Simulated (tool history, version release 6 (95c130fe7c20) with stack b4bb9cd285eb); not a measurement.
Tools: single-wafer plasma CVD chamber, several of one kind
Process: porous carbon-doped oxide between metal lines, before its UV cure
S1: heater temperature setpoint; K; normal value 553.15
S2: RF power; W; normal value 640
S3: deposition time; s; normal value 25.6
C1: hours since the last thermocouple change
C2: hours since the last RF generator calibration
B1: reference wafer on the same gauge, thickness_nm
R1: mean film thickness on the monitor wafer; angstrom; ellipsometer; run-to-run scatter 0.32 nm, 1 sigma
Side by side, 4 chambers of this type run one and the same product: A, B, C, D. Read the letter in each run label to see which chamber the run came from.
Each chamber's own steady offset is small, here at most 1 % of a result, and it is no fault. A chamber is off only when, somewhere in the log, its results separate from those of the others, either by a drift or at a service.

run	hour	S1	S2	S3	C1	C2	B1	R1
1D	7.9	553.15	640	25.6	758.6	2139.9	205.94	1833.3
2A	24.3	553.15	640	25.6	420.2	174	205.86	1834.8
3C	34.2	553.15	640	25.6	368.7	941.1	205.83	1848.8
# hour 42.7: chamber C: RF generator calibrated
4B	47.4	553.15	640	25.6	287.5	253.5	205.74	1854.3
5C	57.7	553.15	640	25.6	392.2	15	205.78	1842.8
6D	69.1	553.15	640	25.6	819.8	2201.1	205.71	1835.1
7B	85	553.15	640	25.6	325.1	291.1	205.47	1852.1
8A	94.4	553.15	640	25.6	490.3	244.1	205.51	1833.6
9A	104.6	553.15	640	29.8	500.5	254.3	205.51	2123.3
10D	120	553.15	640	29.8	870.7	2252	205.34	2118.5
11C	132.8	553.15	640	29.8	467.3	90.1	205.39	2143.7
12B	144.3	553.15	640	29.8	384.4	350.4	205.23	2138.2
13C	155.2	553.15	640	25.6	489.7	112.5	205.3	1842.3
14B	166.4	553.15	600	25.6	406.5	372.5	205.18	1770.5
15D	179.8	553.15	600	25.6	930.5	2311.8	205.16	1752
16A	196.1	553.15	600	25.6	592	345.8	205.02	1753.1
17A	203.8	553.15	600	25.6	599.7	353.5	204.97	1754.9
18C	219.7	553.15	640	25.6	554.2	177	204.98	1839
19D	229.6	553.15	640	25.6	980.3	2361.6	204.75	1826.7
20B	238.4	553.15	640	25.6	478.5	444.5	204.83	1848.9
21B	250.2	553.15	640	25.6	490.3	456.3	204.8	1844.5
22A	264.1	553.15	640	25.6	660	413.8	204.72	1828.6
23C	279.4	553.15	640	25.6	613.9	236.7	204.61	1834.4
24D	294.7	559.15	715	25.6	1045.4	2426.7	204.54	1887.3

Has any chamber moved away from the others, gradually or after a service, or does the common gauge drift, or do the chambers differ only by their own small steady offsets? State the chamber and the most likely cause if one applies.

It is the gauge, not a chamber: its drift shows up in every chamber's results at once, and no chamber is off.
Likeliest cause: gauge reads low (%) = 0.724.
